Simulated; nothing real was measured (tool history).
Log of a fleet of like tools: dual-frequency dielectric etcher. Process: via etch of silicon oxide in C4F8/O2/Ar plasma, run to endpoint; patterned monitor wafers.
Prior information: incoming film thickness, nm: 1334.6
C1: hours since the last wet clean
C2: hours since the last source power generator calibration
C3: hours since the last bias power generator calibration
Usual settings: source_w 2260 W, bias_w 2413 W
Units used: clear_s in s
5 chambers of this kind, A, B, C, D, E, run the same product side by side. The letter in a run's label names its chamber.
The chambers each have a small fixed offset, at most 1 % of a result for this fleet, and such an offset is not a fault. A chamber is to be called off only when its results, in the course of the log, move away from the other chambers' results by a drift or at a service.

Run 1C, hour 2: usual settings; C1 67.6; C2 4370.7; C3 180.5. Result: clear_s 236.56 s.
Run 2D, hour 5.6: usual settings; C1 304.9; C2 382.1; C3 256.8. Result: clear_s 238.24 s.
Run 3A, hour 9.7: usual settings; C1 236.9; C2 29.4; C3 2371.6. Result: clear_s 238.8 s.
Run 4E, hour 13.7: usual settings; C1 233.5; C2 1629.2; C3 888.4. Result: clear_s 236.85 s.
Run 5B, hour 17.6: usual settings; C1 113.9; C2 1232.3; C3 999. Result: clear_s 235.36 s.
Run 6C, hour 19.6: usual settings but bias_w 2232 W; C1 85.2; C2 4388.3; C3 198.1. Result: clear_s 242.65 s.
Run 7A, hour 23: usual settings but bias_w 2232 W; C1 250.2; C2 42.7; C3 2384.9. Result: clear_s 243.99 s.
Run 8B, hour 27.2: usual settings but bias_w 2232 W; C1 123.5; C2 1241.9; C3 1008.6. Result: clear_s 240.55 s.
Run 9D, hour 30.5: usual settings but bias_w 2232 W; C1 329.8; C2 407; C3 281.7. Result: clear_s 245.84 s.
Run 10E, hour 34.6: usual settings but bias_w 2232 W; C1 254.4; C2 1650.1; C3 909.3. Result: clear_s 243.27 s.
Run 11A, hour 37.9: usual settings but source_w 1720 W, bias_w 2755 W; C1 265.1; C2 57.6; C3 2399.8. Result: clear_s 254.48 s.
Run 12D, hour 40.8: usual settings but source_w 1720 W, bias_w 2755 W; C1 340.1; C2 417.3; C3 292. Result: clear_s 256.48 s.
Run 13E, hour 44.4: usual settings but source_w 1720 W, bias_w 2755 W; C1 264.2; C2 1659.9; C3 919.1. Result: clear_s 257.01 s.
Run 14B, hour 46.7: usual settings but source_w 1720 W, bias_w 2755 W; C1 143; C2 1261.4; C3 1028.1. Result: clear_s 252.2 s.
Run 15C, hour 49.9: usual settings but source_w 1720 W, bias_w 2755 W; C1 115.5; C2 4418.6; C3 228.4. Result: clear_s 253.89 s.
Run 16A, hour 52.8: usual settings; C1 280; C2 72.5; C3 2414.7. Result: clear_s 237.57 s.
Run 17E, hour 55.5: usual settings; C1 275.3; C2 1671; C3 930.2. Result: clear_s 239.7 s.
Run 18B, hour 57.6: usual settings but source_w 1810 W, bias_w 1897 W; C1 153.9; C2 1272.3; C3 1039. Result: clear_s 277.9 s.
Run 19D, hour 61.4: usual settings but source_w 1810 W, bias_w 1897 W; C1 360.7; C2 437.9; C3 312.6. Result: clear_s 279.57 s.
Run 20C, hour 64.8: usual settings but source_w 1810 W, bias_w 1897 W; C1 130.4; C2 4433.5; C3 243.3. Result: clear_s 279.25 s.
Run 21A, hour 68.3: usual settings but source_w 1810 W, bias_w 1897 W; C1 295.5; C2 88; C3 2430.2. Result: clear_s 278.56 s.
Run 22D, hour 71.1: usual settings but source_w 1810 W, bias_w 1897 W; C1 370.4; C2 447.6; C3 322.3. Result: clear_s 278.82 s.
Run 23B, hour 74: usual settings; C1 170.3; C2 1288.7; C3 1055.4. Result: clear_s 236.76 s.
Run 24E, hour 76.4: usual settings; C1 296.2; C2 1691.9; C3 951.1. Result: clear_s 242.51 s.
Run 25C, hour 80.4: usual settings but bias_w 2130 W; C1 146; C2 4449.1; C3 258.9. Result: clear_s 246.99 s.
Run 26A, hour 82.4: usual settings but bias_w 2130 W; C1 309.6; C2 102.1; C3 2444.3. Result: clear_s 248.46 s.
Run 27E, hour 86: usual settings but bias_w 2130 W; C1 305.8; C2 1701.5; C3 960.7. Result: clear_s 253.7 s.
Run 28D, hour 88.7: usual settings but bias_w 2130 W; C1 388; C2 465.2; C3 339.9. Result: clear_s 246.87 s.
Run 29B, hour 90.6: usual settings but bias_w 2130 W; C1 186.9; C2 1305.3; C3 1072. Result: clear_s 244.93 s.
Run 30C, hour 93: usual settings; C1 158.6; C2 4461.7; C3 271.5. Result: clear_s 238.46 s.
Run 31C, hour 95: usual settings; C1 160.6; C2 4463.7; C3 273.5. Result: clear_s 236.79 s.

Next, every chamber runs the same settings. What will each give?
Run 32A, hour 98.1: usual settings. Result: clear_s ?.
Run 32B, hour 98.1: usual settings. Result: clear_s ?.
Run 32C, hour 98.1: usual settings. Result: clear_s ?.
Run 32D, hour 98.1: usual settings. Result: clear_s ?.
Run 32E, hour 98.1: usual settings. Result: clear_s ?.

run  clear_s
32A   237.93
32B   236.03
32C    236.9
32D   239.38
32E   247.98

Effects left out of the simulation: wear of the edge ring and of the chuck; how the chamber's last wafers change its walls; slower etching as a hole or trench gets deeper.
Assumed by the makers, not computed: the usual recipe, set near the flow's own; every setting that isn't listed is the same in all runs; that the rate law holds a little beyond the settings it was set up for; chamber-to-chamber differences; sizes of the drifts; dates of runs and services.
